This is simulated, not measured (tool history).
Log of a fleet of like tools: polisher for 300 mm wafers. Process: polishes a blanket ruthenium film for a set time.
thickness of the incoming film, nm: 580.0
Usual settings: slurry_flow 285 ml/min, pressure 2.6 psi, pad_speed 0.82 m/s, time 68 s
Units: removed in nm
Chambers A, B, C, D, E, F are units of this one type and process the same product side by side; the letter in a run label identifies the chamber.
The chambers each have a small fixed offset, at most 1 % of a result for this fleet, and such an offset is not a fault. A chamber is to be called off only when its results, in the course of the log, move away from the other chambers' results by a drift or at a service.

run,hour,slurry_flow,pressure,pad_speed,time,wafers polished on this pad,hours since the slurry nozzle was cleaned,hours since the head pressure was calibrated,removed
1A,3.5,285,2.6,0.82,68,268,79.3,21.2,75.142
2E,8.9,285,2.6,0.82,68,315,289.2,418.0,73.413
# hour 11.8: chamber E: slurry nozzle cleaned
3C,15.0,285,2.6,0.82,68,940,250.6,717.7,73.845
4B,19.2,285,2.6,0.82,68,616,325.7,164.0,72.290
# hour 22.9: chamber F: worn pad replaced by a new one
5F,23.9,285,2.6,0.64,68,7,357.3,717.0,57.625
6D,27.3,285,2.6,0.64,68,408,49.1,813.3,58.702
7B,31.1,285,2.6,0.64,68,693,337.6,175.9,58.396
8F,38.0,285,2.6,0.64,68,98,371.4,731.1,57.306
9C,43.9,285,2.6,0.64,68,1128,279.5,746.6,57.544
10D,48.7,285,2.6,0.64,68,548,70.5,834.7,57.391
11E,52.0,285,2.6,0.82,68,595,40.2,461.1,73.358
# hour 55.4: chamber A: worn pad replaced by a new one
12A,58.1,250,2.6,0.82,68,18,133.9,75.8,72.596
13E,62.4,250,2.6,0.82,68,663,50.6,471.5,73.942
# hour 63.5: chamber C: worn pad replaced by a new one
14F,67.0,250,2.6,0.82,68,287,400.4,760.1,72.338
# hour 71.6: chamber E: worn pad replaced by a new one
15B,71.7,250,2.6,0.82,68,958,378.2,216.5,73.589
16C,78.6,250,2.6,0.82,68,98,314.2,781.3,72.407
# hour 83.5: chamber D: worn pad replaced by a new one
# hour 84.8: chamber D: head pressure recalibrated
17A,85.1,250,2.6,0.82,68,193,160.9,102.8,72.941
18D,89.3,285,2.6,0.82,68,37,111.1,4.6,81.444
19E,95.1,285,2.6,0.82,68,153,83.3,504.2,74.638
# hour 96.7: chamber C: slurry nozzle cleaned
# hour 97.3: chamber F: worn pad replaced by a new one
20C,102.6,285,2.6,0.82,68,254,6.0,805.3,73.837
# hour 103.6: chamber B: worn pad replaced by a new one
21F,110.0,285,2.6,0.82,68,83,443.4,803.1,72.467
22B,116.2,285,2.6,0.82,68,82,422.7,261.0,74.387
23A,121.9,285,2.6,0.82,68,433,197.7,139.6,75.466
24D,125.2,285,2.6,0.82,68,271,147.0,40.5,82.666
25F,130.2,285,2.2,0.82,47,214,463.6,823.3,43.089
26D,137.1,285,2.2,0.82,47,348,158.9,52.4,48.159
# hour 140.0: chamber A: worn pad replaced by a new one
27B,141.6,285,2.2,0.82,47,247,448.1,286.4,43.240
28C,147.6,285,2.2,0.82,47,547,51.0,850.3,42.866
29E,153.8,285,2.2,0.82,47,535,142.0,562.9,43.907
30A,158.9,285,2.2,0.82,47,123,234.7,176.6,43.111
31C,166.2,285,2.6,0.82,68,668,69.6,868.9,74.306
# hour 167.6: chamber B: head pressure recalibrated
32B,171.7,285,2.6,0.82,68,443,478.2,4.1,74.036
33E,175.1,285,3.1,0.82,68,673,163.3,584.2,88.191
34A,181.7,285,3.1,0.82,68,271,257.5,199.4,87.363
# hour 181.8: chamber F: worn pad replaced by a new one
35D,188.6,285,3.1,0.82,68,683,210.4,103.9,97.689
# hour 192.0: chamber E: worn pad replaced by a new one
36F,194.9,285,3.1,0.82,68,85,528.3,888.0,86.506
37B,200.1,285,3.1,0.82,68,627,506.6,32.5,88.974
38C,204.6,285,3.1,0.82,68,918,108.0,907.3,88.681
39F,208.7,285,2.6,0.82,68,175,542.1,901.8,73.910
40E,215.0,285,2.6,0.82,91,150,203.2,624.1,98.262
41A,218.4,285,2.6,0.82,91,510,294.2,236.1,99.000

Next, every chamber runs the same settings. What will each give?
42A,223.8,285,2.6,0.82,68,,,,?
42B,223.8,285,2.6,0.82,68,,,,?
42C,223.8,285,2.6,0.82,68,,,,?
42D,223.8,285,2.6,0.82,68,,,,?
42E,223.8,285,2.6,0.82,68,,,,?
42F,223.8,285,2.6,0.82,68,,,,?

run,removed
42A,76.605
42B,74.678
42C,73.762
42D,82.802
42E,73.988
42F,73.277
